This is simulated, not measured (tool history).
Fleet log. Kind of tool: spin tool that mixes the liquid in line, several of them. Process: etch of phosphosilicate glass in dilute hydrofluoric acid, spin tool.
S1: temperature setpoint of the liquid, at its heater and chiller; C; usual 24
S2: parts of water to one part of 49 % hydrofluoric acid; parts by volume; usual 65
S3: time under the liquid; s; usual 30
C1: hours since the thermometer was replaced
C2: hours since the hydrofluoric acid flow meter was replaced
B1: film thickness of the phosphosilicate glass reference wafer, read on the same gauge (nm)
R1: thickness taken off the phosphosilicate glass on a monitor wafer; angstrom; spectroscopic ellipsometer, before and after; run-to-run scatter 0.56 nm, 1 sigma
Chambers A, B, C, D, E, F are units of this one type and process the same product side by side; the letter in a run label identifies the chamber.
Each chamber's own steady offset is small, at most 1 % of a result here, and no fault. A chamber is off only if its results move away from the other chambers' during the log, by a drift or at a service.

run 1F day=0.112 | S1=24 S2=65 S3=30 | C1=115.4 C2=1580.4 | B1=109.98 | R1=812.2
run 2D day=0.217 | S1=24 S2=65 S3=30 | C1=1235.7 C2=373.7 | B1=110.01 | R1=792.37
run 3A day=0.325 | S1=24 S2=65 S3=30 | C1=1110.6 C2=211 | B1=110.02 | R1=801.63
run 4C day=0.525 | S1=24 S2=65 S3=30 | C1=958.5 C2=634.2 | B1=110.02 | R1=796.07
run 5B day=0.638 | S1=24 S2=65 S3=30 | C1=1952.1 C2=554.6 | B1=110.02 | R1=809.23
run 6E day=0.829 | S1=24 S2=65 S3=30 | C1=2677.6 C2=739.1 | B1=110.01 | R1=801.85
run 7E day=0.917 | S1=24 S2=65 S3=30 | C1=2679.7 C2=741.2 | B1=110 | R1=798.13
run 8C day=1.096 | S1=24 S2=65 S3=30 | C1=972.2 C2=647.9 | B1=110.01 | R1=807.01
run 9F day=1.246 | S1=24 S2=65 S3=30 | C1=142.6 C2=1607.6 | B1=110 | R1=811.28
run 10D day=1.442 | S1=24 S2=65 S3=30 | C1=1265.1 C2=403.1 | B1=109.97 | R1=810.55
run 11B day=1.567 | S1=24 S2=65 S3=30 | C1=1974.4 C2=576.9 | B1=109.99 | R1=793.03
run 12A day=1.712 | S1=24 S2=65 S3=30 | C1=1143.9 C2=244.3 | B1=110 | R1=792.69
run 13A day=1.892 | S1=24 S2=65 S3=30 | C1=1148.2 C2=248.6 | B1=109.99 | R1=806.33
run 14C day=2.004 | S1=24 S2=65 S3=30 | C1=994 C2=669.7 | B1=110 | R1=807.19
run 15B day=2.158 | S1=24 S2=65 S3=30 | C1=1988.6 C2=591.1 | B1=110.01 | R1=800.13
run 16F day=2.308 | S1=24 S2=50 S3=15 | C1=168.1 C2=1633.1 | B1=110.01 | R1=534.25
run 17D day=2.458 | S1=24 S2=50 S3=15 | C1=1289.5 C2=427.5 | B1=109.99 | R1=523.97
run 18E day=2.617 | S1=24 S2=50 S3=15 | C1=2720.5 C2=782 | B1=109.99 | R1=530.97
run 19E day=2.729 | S1=24 S2=50 S3=15 | C1=2723.2 C2=784.7 | B1=110.01 | R1=527.37
run 20D day=2.821 | S1=24 S2=50 S3=15 | C1=1298.2 C2=436.2 | B1=110.02 | R1=513.73
run 21A day=2.95 | S1=24 S2=50 S3=15 | C1=1173.6 C2=274 | B1=110.03 | R1=534.72
run 22F day=3.138 | S1=24 S2=65 S3=30 | C1=188 C2=1653 | B1=110 | R1=805.95
run 23C day=3.288 | S1=24 S2=65 S3=30 | C1=1024.8 C2=700.5 | B1=110 | R1=811
-- day=3.304 chamber A: thermometer replaced
run 24B day=3.383 | S1=24 S2=65 S3=30 | C1=2018 C2=620.5 | B1=110.01 | R1=797.26
-- day=3.492 chamber E: thermometer replaced
run 25D day=3.579 | S1=24 S2=65 S3=30 | C1=1316.4 C2=454.4 | B1=110 | R1=768.62
run 26E day=3.679 | S1=24 S2=65 S3=30 | C1=4.5 C2=807.5 | B1=109.97 | R1=799.94
run 27C day=3.871 | S1=24 S2=65 S3=30 | C1=1038.8 C2=714.5 | B1=109.99 | R1=804.64
run 28A day=3.962 | S1=24 S2=65 S3=30 | C1=15.9 C2=298.3 | B1=109.99 | R1=796.9
run 29F day=4.054 | S1=24 S2=65 S3=30 | C1=210 C2=1675 | B1=110 | R1=807.07
run 30B day=4.175 | S1=24 S2=65 S3=30 | C1=2037 C2=639.5 | B1=110.03 | R1=799.87
run 31F day=4.304 | S1=24 S2=65 S3=40 | C1=216 C2=1681 | B1=109.99 | R1=1082.7
run 32C day=4.421 | S1=24 S2=65 S3=40 | C1=1052 C2=727.7 | B1=109.99 | R1=1085.2
run 33D day=4.575 | S1=24 S2=65 S3=40 | C1=1340.3 C2=478.3 | B1=110.01 | R1=999.96
run 34B day=4.696 | S1=24 S2=65 S3=40 | C1=2049.5 C2=652 | B1=110.01 | R1=1060.6
run 35A day=4.833 | S1=24 S2=65 S3=40 | C1=36.8 C2=319.2 | B1=109.99 | R1=1082.9
run 36E day=4.988 | S1=24 S2=65 S3=40 | C1=35.9 C2=838.9 | B1=109.99 | R1=1056.9
run 37F day=5.162 | S1=24 S2=35 S3=30 | C1=236.6 C2=1701.6 | B1=110.01 | R1=1550.3
run 38C day=5.362 | S1=24 S2=35 S3=30 | C1=1074.6 C2=750.3 | B1=109.98 | R1=1585.8
run 39E day=5.483 | S1=24 S2=35 S3=30 | C1=47.8 C2=850.8 | B1=110 | R1=1526.4
run 40D day=5.662 | S1=24 S2=35 S3=30 | C1=1366.4 C2=504.4 | B1=109.99 | R1=1401.6
run 41B day=5.85 | S1=24 S2=35 S3=30 | C1=2077.2 C2=679.7 | B1=110.03 | R1=1529.3

Which is it: a chamber that has drifted or been left off by a service, a gauge drift common to all chambers, or only each chamber's usual small offset? If a chamber is off, name it and its likeliest cause.

It is chamber D that slowly wanders off from its peers.
Likeliest cause: hydrofluoric acid flow below the setpoint (%) = 8.24.
The log may not tell that from: liquid colder than its thermometer reads (K).

Here are 4 candidates for chamber D's next run, each the usual settings with a change, their results left as question marks. Which one brings its results back in line with what the others give on the usual settings?
Allowed miss from the other chambers' usual-settings mean, per result, to count as in line: R1 20 angstrom
run 42D-1 day=5.996 | S1=23.5 S2=70 S3=30 | R1=?
run 42D-2 day=5.996 | S1=22.5 S2=65 S3=30 | R1=?
run 42D-3 day=5.996 | S1=25.5 S2=65 S3=30 | R1=?
run 42D-4 day=5.996 | S1=26.5 S2=65 S3=30 | R1=?

The other chambers' mean on the usual settings: R1 801.61 angstrom
run=42D-1 R1=658.08
run=42D-2 R1=685.74
run=42D-3 R1=773.05
run=42D-4 R1=804.14
42D-4 is the one that brings the chamber's results back in line with the other chambers.
